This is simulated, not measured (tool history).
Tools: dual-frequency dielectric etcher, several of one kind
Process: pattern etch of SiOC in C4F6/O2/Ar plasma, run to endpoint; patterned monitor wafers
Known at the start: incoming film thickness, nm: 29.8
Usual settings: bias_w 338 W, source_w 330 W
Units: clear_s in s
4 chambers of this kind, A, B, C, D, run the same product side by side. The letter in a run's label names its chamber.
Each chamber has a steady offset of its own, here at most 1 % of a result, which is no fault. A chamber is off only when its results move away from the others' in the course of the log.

run,hour,bias_w,source_w,hours since the last wet clean,hours since the last bias power generator calibration,hours since the last source power generator calibration,clear_s
1D,12.3,338,330,130.3,1006.8,280.9,12.348
2C,20.4,338,330,320.2,35.3,1546.9,12.529
3A,30.1,338,330,280.4,998.6,1766.8,12.527
4B,42.1,338,330,329.5,1219.8,1248.6,12.393
5D,55.5,368,330,173.5,1050.0,324.1,12.015
6B,66.0,368,330,353.4,1243.7,1272.5,12.041
# hour 66.9: chamber A: source power generator calibrated
# hour 80.4: chamber C: source power generator calibrated
7A,81.3,368,330,331.6,1049.8,14.5,12.076
8C,93.9,368,330,393.7,108.8,13.5,12.096
# hour 99.9: chamber B: wet clean of the chamber
9D,108.2,338,330,226.2,1102.7,376.8,12.325
10A,123.2,338,330,373.5,1091.7,56.4,12.544
11B,135.4,338,330,35.5,1313.1,1341.9,12.371
# hour 135.8: chamber C: wet clean of the chamber
12C,148.9,338,330,13.2,163.8,68.5,12.518
13C,163.3,338,330,27.6,178.2,82.9,12.499
14A,173.6,338,330,423.9,1142.1,106.8,12.645
15D,184.1,338,330,302.1,1178.6,452.7,12.367
16B,198.8,338,330,98.9,1376.5,1405.3,12.387
17D,213.1,338,330,331.1,1207.6,481.7,12.368
18B,223.2,338,330,123.3,1400.9,1429.7,12.387
# hour 232.3: chamber D: wet clean of the chamber
19C,232.9,338,330,97.2,247.8,152.5,12.458
20A,240.7,338,330,491.0,1209.2,173.9,12.835
21A,249.3,338,330,499.6,1217.8,182.5,12.848
22B,258.8,338,330,158.9,1436.5,1465.3,12.314
23D,271.8,338,330,39.6,1266.3,540.4,12.414
24C,282.8,338,330,147.1,297.7,202.4,12.550
25C,292.2,338,330,156.5,307.1,211.8,12.518
26A,300.9,338,330,551.2,1269.4,234.1,12.991
27B,312.6,338,330,212.7,1490.3,1519.1,12.321

All 4 chambers run these settings next. Forecast each chamber's results:
28A,323.5,338,330,,,,?
28B,323.5,338,330,,,,?
28C,323.5,338,330,,,,?
28D,323.5,338,330,,,,?

run,clear_s
28A,13.021
28B,12.348
28C,12.530
28D,12.328
